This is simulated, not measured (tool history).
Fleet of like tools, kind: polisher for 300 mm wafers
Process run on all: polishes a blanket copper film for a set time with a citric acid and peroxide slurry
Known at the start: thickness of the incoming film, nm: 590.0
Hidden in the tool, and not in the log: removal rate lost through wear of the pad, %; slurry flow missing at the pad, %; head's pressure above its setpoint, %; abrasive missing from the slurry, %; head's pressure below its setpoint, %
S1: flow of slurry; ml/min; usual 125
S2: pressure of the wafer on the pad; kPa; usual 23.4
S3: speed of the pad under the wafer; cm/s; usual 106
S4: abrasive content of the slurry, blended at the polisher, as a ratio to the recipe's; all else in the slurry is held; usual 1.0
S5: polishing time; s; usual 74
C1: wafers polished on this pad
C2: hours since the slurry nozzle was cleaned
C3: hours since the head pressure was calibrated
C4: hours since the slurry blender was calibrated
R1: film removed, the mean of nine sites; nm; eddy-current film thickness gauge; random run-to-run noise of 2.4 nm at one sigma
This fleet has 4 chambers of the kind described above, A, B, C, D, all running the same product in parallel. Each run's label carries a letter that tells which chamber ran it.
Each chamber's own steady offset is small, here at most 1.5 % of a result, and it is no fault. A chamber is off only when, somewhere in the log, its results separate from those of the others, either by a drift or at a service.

{"run": "1A", "day": 0.275, "S1": 125, "S2": 23.4, "S3": 106, "S4": 1.0, "S5": 74, "C1": 402, "C2": 18.3, "C3": 689.2, "C4": 289.5, "R1": 211.61}
{"run": "2D", "day": 0.733, "S1": 125, "S2": 23.4, "S3": 106, "S4": 1.0, "S5": 74, "C1": 563, "C2": 687.6, "C3": 854.2, "C4": 201.1, "R1": 210.4}
{"run": "3B", "day": 1.146, "S1": 125, "S2": 23.4, "S3": 106, "S4": 1.0, "S5": 74, "C1": 485, "C2": 515.5, "C3": 419.7, "C4": 41.5, "R1": 219.05}
{"run": "4C", "day": 1.521, "S1": 125, "S2": 23.4, "S3": 106, "S4": 1.0, "S5": 74, "C1": 267, "C2": 725.8, "C3": 455.2, "C4": 189.6, "R1": 213.53}
{"day": 1.804, "done": "chamber A: worn pad replaced by a new one"}
{"day": 1.875, "done": "chamber D: slurry nozzle cleaned"}
{"run": "5C", "day": 1.946, "S1": 125, "S2": 23.4, "S3": 106, "S4": 1.0, "S5": 74, "C1": 340, "C2": 736.0, "C3": 465.4, "C4": 199.8, "R1": 215.29}
{"day": 2.046, "done": "chamber B: slurry nozzle cleaned"}
{"run": "6D", "day": 2.396, "S1": 125, "S2": 23.4, "S3": 106, "S4": 1.0, "S5": 74, "C1": 847, "C2": 12.6, "C3": 894.1, "C4": 241.0, "R1": 211.0}
{"day": 2.471, "done": "chamber C: slurry nozzle cleaned"}
{"run": "7A", "day": 2.788, "S1": 125, "S2": 23.4, "S3": 106, "S4": 1.0, "S5": 74, "C1": 168, "C2": 78.6, "C3": 749.5, "C4": 349.8, "R1": 215.09}
{"day": 2.812, "done": "chamber B: worn pad replaced by a new one"}
{"day": 3.067, "done": "chamber C: worn pad replaced by a new one"}
{"run": "8B", "day": 3.2, "S1": 125, "S2": 23.4, "S3": 106, "S4": 1.0, "S5": 74, "C1": 66, "C2": 27.7, "C3": 469.0, "C4": 90.8, "R1": 210.54}
{"run": "9D", "day": 3.504, "S1": 125, "S2": 23.4, "S3": 106, "S4": 1.0, "S5": 74, "C1": 1036, "C2": 39.2, "C3": 920.7, "C4": 267.6, "R1": 214.39}
{"run": "10B", "day": 3.979, "S1": 125, "S2": 23.4, "S3": 106, "S4": 1.1, "S5": 58, "C1": 199, "C2": 46.4, "C3": 487.7, "C4": 109.5, "R1": 170.96}
{"day": 4.262, "done": "chamber D: head pressure recalibrated"}
{"run": "11C", "day": 4.446, "S1": 125, "S2": 23.4, "S3": 106, "S4": 1.1, "S5": 58, "C1": 235, "C2": 47.5, "C3": 525.4, "C4": 259.8, "R1": 166.75}
{"run": "12A", "day": 4.896, "S1": 125, "S2": 23.4, "S3": 106, "S4": 1.1, "S5": 58, "C1": 528, "C2": 129.2, "C3": 800.1, "C4": 400.4, "R1": 170.61}
{"day": 5.058, "done": "chamber D: worn pad replaced by a new one"}
{"run": "13B", "day": 5.246, "S1": 125, "S2": 23.4, "S3": 106, "S4": 1.1, "S5": 58, "C1": 415, "C2": 76.8, "C3": 518.1, "C4": 139.9, "R1": 170.77}
{"run": "14A", "day": 5.562, "S1": 125, "S2": 23.4, "S3": 106, "S4": 1.0, "S5": 74, "C1": 642, "C2": 145.2, "C3": 816.1, "C4": 416.4, "R1": 212.33}
{"run": "15D", "day": 5.929, "S1": 125, "S2": 23.4, "S3": 106, "S4": 1.0, "S5": 74, "C1": 149, "C2": 97.4, "C3": 40.0, "C4": 325.8, "R1": 217.42}
{"run": "16C", "day": 6.317, "S1": 160, "S2": 23.4, "S3": 82, "S4": 1.0, "S5": 74, "C1": 555, "C2": 92.4, "C3": 570.3, "C4": 304.7, "R1": 168.61}
{"day": 6.329, "done": "chamber C: worn pad replaced by a new one"}
{"day": 6.6, "done": "chamber A: worn pad replaced by a new one"}
{"run": "17B", "day": 6.829, "S1": 160, "S2": 23.4, "S3": 82, "S4": 1.0, "S5": 74, "C1": 685, "C2": 114.8, "C3": 556.1, "C4": 177.9, "R1": 173.38}
{"day": 6.875, "done": "chamber A: slurry blender recalibrated"}
{"run": "18C", "day": 7.125, "S1": 160, "S2": 23.4, "S3": 82, "S4": 1.0, "S5": 74, "C1": 136, "C2": 111.8, "C3": 589.7, "C4": 324.1, "R1": 167.77}
{"day": 7.35, "done": "chamber B: worn pad replaced by a new one"}
{"day": 7.508, "done": "chamber B: slurry blender recalibrated"}
{"run": "19D", "day": 7.625, "S1": 160, "S2": 23.4, "S3": 82, "S4": 1.0, "S5": 74, "C1": 438, "C2": 138.1, "C3": 80.7, "C4": 366.5, "R1": 173.97}
{"run": "20A", "day": 8.025, "S1": 125, "S2": 23.4, "S3": 106, "S4": 1.0, "S5": 74, "C1": 243, "C2": 204.3, "C3": 875.2, "C4": 27.6, "R1": 211.44}
{"run": "21B", "day": 8.421, "S1": 125, "S2": 23.4, "S3": 106, "S4": 1.0, "S5": 74, "C1": 182, "C2": 153.0, "C3": 594.3, "C4": 22.0, "R1": 208.57}
{"run": "22D", "day": 8.871, "S1": 125, "S2": 23.4, "S3": 106, "S4": 1.0, "S5": 74, "C1": 651, "C2": 168.0, "C3": 110.6, "C4": 396.4, "R1": 214.93}
{"day": 8.983, "done": "chamber A: head pressure recalibrated"}
{"day": 9.312, "done": "chamber C: worn pad replaced by a new one"}
{"run": "23A", "day": 9.317, "S1": 125, "S2": 23.4, "S3": 106, "S4": 1.0, "S5": 74, "C1": 463, "C2": 235.3, "C3": 8.0, "C4": 58.6, "R1": 219.82}
{"day": 9.321, "done": "chamber C: slurry blender recalibrated"}
{"run": "24C", "day": 9.679, "S1": 125, "S2": 23.4, "S3": 106, "S4": 1.0, "S5": 74, "C1": 62, "C2": 173.1, "C3": 651.0, "C4": 8.7, "R1": 196.5}
{"run": "25B", "day": 9.967, "S1": 125, "S2": 23.4, "S3": 106, "S4": 1.0, "S5": 74, "C1": 446, "C2": 190.1, "C3": 631.4, "C4": 59.1, "R1": 212.75}
{"run": "26A", "day": 10.238, "S1": 125, "S2": 23.4, "S3": 106, "S4": 1.0, "S5": 74, "C1": 621, "C2": 257.4, "C3": 30.1, "C4": 80.7, "R1": 216.82}
{"run": "27C", "day": 10.704, "S1": 125, "S2": 23.4, "S3": 106, "S4": 1.0, "S5": 74, "C1": 237, "C2": 197.7, "C3": 675.6, "C4": 33.3, "R1": 194.49}
{"day": 10.75, "done": "chamber D: slurry blender recalibrated"}
{"day": 11.071, "done": "chamber A: worn pad replaced by a new one"}
{"run": "28D", "day": 11.204, "S1": 165, "S2": 23.4, "S3": 132, "S4": 1.0, "S5": 74, "C1": 1049, "C2": 224.0, "C3": 166.6, "C4": 11.0, "R1": 278.37}
{"run": "29B", "day": 11.475, "S1": 165, "S2": 23.4, "S3": 132, "S4": 1.0, "S5": 74, "C1": 703, "C2": 226.3, "C3": 667.6, "C4": 95.3, "R1": 275.77}
{"day": 11.654, "done": "chamber D: worn pad replaced by a new one"}
{"run": "30C", "day": 11.808, "S1": 165, "S2": 23.4, "S3": 132, "S4": 1.0, "S5": 74, "C1": 426, "C2": 224.2, "C3": 702.1, "C4": 59.8, "R1": 258.74}
{"day": 12.038, "done": "chamber C: worn pad replaced by a new one"}
{"run": "31D", "day": 12.154, "S1": 165, "S2": 23.4, "S3": 132, "S4": 1.0, "S5": 74, "C1": 85, "C2": 246.8, "C3": 189.4, "C4": 33.8, "R1": 280.01}
{"run": "32A", "day": 12.533, "S1": 125, "S2": 23.4, "S3": 106, "S4": 1.0, "S5": 74, "C1": 249, "C2": 312.5, "C3": 85.2, "C4": 135.8, "R1": 216.96}
{"run": "33D", "day": 12.762, "S1": 125, "S2": 23.4, "S3": 106, "S4": 1.0, "S5": 74, "C1": 189, "C2": 261.4, "C3": 204.0, "C4": 48.4, "R1": 217.08}
{"run": "34C", "day": 12.996, "S1": 125, "S2": 23.4, "S3": 106, "S4": 1.0, "S5": 74, "C1": 163, "C2": 252.7, "C3": 730.6, "C4": 88.3, "R1": 192.78}
{"run": "35A", "day": 13.396, "S1": 125, "S2": 23.4, "S3": 106, "S4": 1.0, "S5": 74, "C1": 397, "C2": 333.2, "C3": 105.9, "C4": 156.5, "R1": 218.16}

Next, every chamber runs the same settings. What will each give?
{"run": "36A", "day": 13.767, "S1": 125, "S2": 18.6, "S3": 106, "S4": 1.0, "S5": 74, "R1": "?"}
{"run": "36B", "day": 13.767, "S1": 125, "S2": 18.6, "S3": 106, "S4": 1.0, "S5": 74, "R1": "?"}
{"run": "36C", "day": 13.767, "S1": 125, "S2": 18.6, "S3": 106, "S4": 1.0, "S5": 74, "R1": "?"}
{"run": "36D", "day": 13.767, "S1": 125, "S2": 18.6, "S3": 106, "S4": 1.0, "S5": 74, "R1": "?"}

run=36A R1=170.41
run=36B R1=171.38
run=36C R1=152.02
run=36D R1=172.07

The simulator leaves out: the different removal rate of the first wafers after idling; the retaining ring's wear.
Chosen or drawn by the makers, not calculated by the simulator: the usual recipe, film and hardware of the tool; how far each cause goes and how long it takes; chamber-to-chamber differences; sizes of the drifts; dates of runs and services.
